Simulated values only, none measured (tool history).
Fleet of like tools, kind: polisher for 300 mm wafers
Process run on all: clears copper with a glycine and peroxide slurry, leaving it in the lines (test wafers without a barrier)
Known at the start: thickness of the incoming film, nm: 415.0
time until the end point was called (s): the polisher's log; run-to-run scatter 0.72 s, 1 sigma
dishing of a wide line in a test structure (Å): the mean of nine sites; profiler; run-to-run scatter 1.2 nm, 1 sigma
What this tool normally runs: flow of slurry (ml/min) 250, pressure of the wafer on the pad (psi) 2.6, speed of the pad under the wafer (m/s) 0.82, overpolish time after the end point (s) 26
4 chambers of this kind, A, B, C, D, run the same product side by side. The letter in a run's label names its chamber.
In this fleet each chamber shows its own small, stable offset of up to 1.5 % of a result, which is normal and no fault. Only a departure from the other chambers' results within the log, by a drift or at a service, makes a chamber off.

| run | day | flow of slurry (ml/min) | pressure of the wafer on the pad (psi) | speed of the pad under the wafer (m/s) | overpolish time after the end point (s) | time until the end point was called (s) | dishing of a wide line in a test structure (Å) |
|---|---|---|---|---|---|---|---|
|  | 0.142 | chamber D: worn pad replaced by a new one |
| 1B | 0.312 | 250 | 2.6 | 0.82 | 26 | 79.043 | 456.33 |
|  | 0.408 | chamber C: worn pad replaced by a new one |
| 2A | 0.725 | 250 | 2.6 | 0.82 | 26 | 80.125 | 445.4 |
| 3D | 1.033 | 250 | 2.6 | 0.82 | 26 | 80.096 | 477.57 |
| 4C | 1.321 | 250 | 2.6 | 0.82 | 26 | 80.335 | 481.77 |
| 5C | 1.546 | 250 | 2.6 | 0.82 | 26 | 80.749 | 476.84 |
| 6D | 1.938 | 250 | 2.6 | 0.82 | 26 | 80.124 | 460.17 |
| 7B | 2.179 | 250 | 2.6 | 0.82 | 26 | 79.613 | 483.38 |
| 8A | 2.567 | 250 | 2.6 | 0.82 | 26 | 79.794 | 453.03 |
|  | 2.792 | chamber B: worn pad replaced by a new one |
| 9A | 2.958 | 250 | 2.6 | 0.82 | 26 | 79.923 | 475.06 |
|  | 3.25 | chamber A: worn pad replaced by a new one |
| 10C | 3.292 | 250 | 2.6 | 0.82 | 26 | 80.203 | 465.44 |
| 11D | 3.662 | 250 | 2.6 | 0.82 | 26 | 80.29 | 477.74 |
| 12B | 3.967 | 295 | 2 | 0.82 | 26 | 95.437 | 457.98 |
| 13D | 4.208 | 295 | 2 | 0.82 | 26 | 97.511 | 437.46 |
| 14A | 4.588 | 295 | 2 | 0.82 | 26 | 95.618 | 444.67 |
| 15B | 4.788 | 295 | 2 | 0.82 | 26 | 95.304 | 438.58 |
|  | 4.925 | chamber C: worn pad replaced by a new one |
|  | 4.95 | chamber C: slurry nozzle cleaned |
| 16C | 5.046 | 250 | 1.8 | 0.82 | 26 | 105.61 | 431.08 |
| 17B | 5.446 | 250 | 1.8 | 0.82 | 26 | 105.04 | 438.84 |
| 18C | 5.838 | 250 | 1.8 | 0.82 | 26 | 106.53 | 424.66 |
| 19A | 6.171 | 250 | 1.8 | 0.82 | 26 | 105.29 | 412.97 |
|  | 6.317 | chamber D: worn pad replaced by a new one |
| 20D | 6.362 | 165 | 2.6 | 0.82 | 38 | 83.947 | 486.5 |
|  | 6.521 | chamber B: worn pad replaced by a new one |
| 21D | 6.558 | 165 | 2.6 | 0.82 | 38 | 84.973 | 526.85 |
| 22C | 6.779 | 165 | 2.6 | 0.82 | 38 | 85.047 | 497.95 |
| 23A | 7.008 | 165 | 2.6 | 0.82 | 38 | 84.626 | 503.86 |
| 24B | 7.421 | 250 | 2.6 | 0.56 | 26 | 108.73 | 428.63 |
|  | 7.767 | chamber A: slurry nozzle cleaned |
| 25B | 7.833 | 250 | 2.6 | 0.56 | 26 | 107.75 | 437.95 |
| 26C | 8.175 | 250 | 2.6 | 0.56 | 26 | 107.29 | 448.71 |
| 27D | 8.404 | 250 | 2.6 | 0.56 | 26 | 108.68 | 448.63 |
|  | 8.512 | chamber B: slurry nozzle cleaned |
| 28A | 8.592 | 250 | 2.6 | 0.82 | 26 | 80.342 | 438.39 |
| 29D | 8.908 | 250 | 2.6 | 0.82 | 26 | 80.487 | 466.87 |
| 30C | 9.217 | 250 | 2.6 | 0.82 | 26 | 81.332 | 465.1 |
|  | 9.454 | chamber C: worn pad replaced by a new one |
| 31B | 9.488 | 250 | 2.6 | 0.82 | 26 | 82.473 | 468.01 |
| 32A | 9.85 | 250 | 2.6 | 0.82 | 26 | 79.136 | 469.58 |
| 33B | 10.121 | 250 | 2.6 | 0.82 | 26 | 83.399 | 471.7 |
| 34A | 10.358 | 250 | 2.6 | 0.82 | 26 | 78.45 | 442.07 |
|  | 10.521 | chamber A: worn pad replaced by a new one |
|  | 10.538 | chamber B: worn pad replaced by a new one |
| 35C | 10.712 | 250 | 2.6 | 0.82 | 26 | 80.39 | 489.28 |
| 36D | 11.108 | 250 | 2.6 | 0.82 | 26 | 82.356 | 475.48 |
| 37B | 11.321 | 220 | 1.8 | 0.82 | 26 | 109.42 | 424.13 |
| 38D | 11.588 | 220 | 1.8 | 0.82 | 26 | 108.41 | 442.56 |
| 39A | 11.929 | 220 | 1.8 | 0.82 | 26 | 107.95 | 412.82 |
| 40C | 12.267 | 220 | 1.8 | 0.82 | 26 | 106.07 | 435 |
| 41A | 12.529 | 250 | 2.6 | 0.82 | 26 | 80.804 | 455.25 |

The same settings go to every chamber for the next run, one line per chamber below. Forecast the results for each:
| 42A | 12.825 | 250 | 3 | 0.82 | 26 | ? | ? |
| 42B | 12.825 | 250 | 3 | 0.82 | 26 | ? | ? |
| 42C | 12.825 | 250 | 3 | 0.82 | 26 | ? | ? |
| 42D | 12.825 | 250 | 3 | 0.82 | 26 | ? | ? |

| run | time until the end point was called (s) | dishing of a wide line in a test structure (Å) |
|---|---|---|
| 42A | 71.343 | 479.55 |
| 42B | 76.685 | 476.24 |
| 42C | 72.882 | 477.19 |
| 42D | 71.687 | 478.43 |

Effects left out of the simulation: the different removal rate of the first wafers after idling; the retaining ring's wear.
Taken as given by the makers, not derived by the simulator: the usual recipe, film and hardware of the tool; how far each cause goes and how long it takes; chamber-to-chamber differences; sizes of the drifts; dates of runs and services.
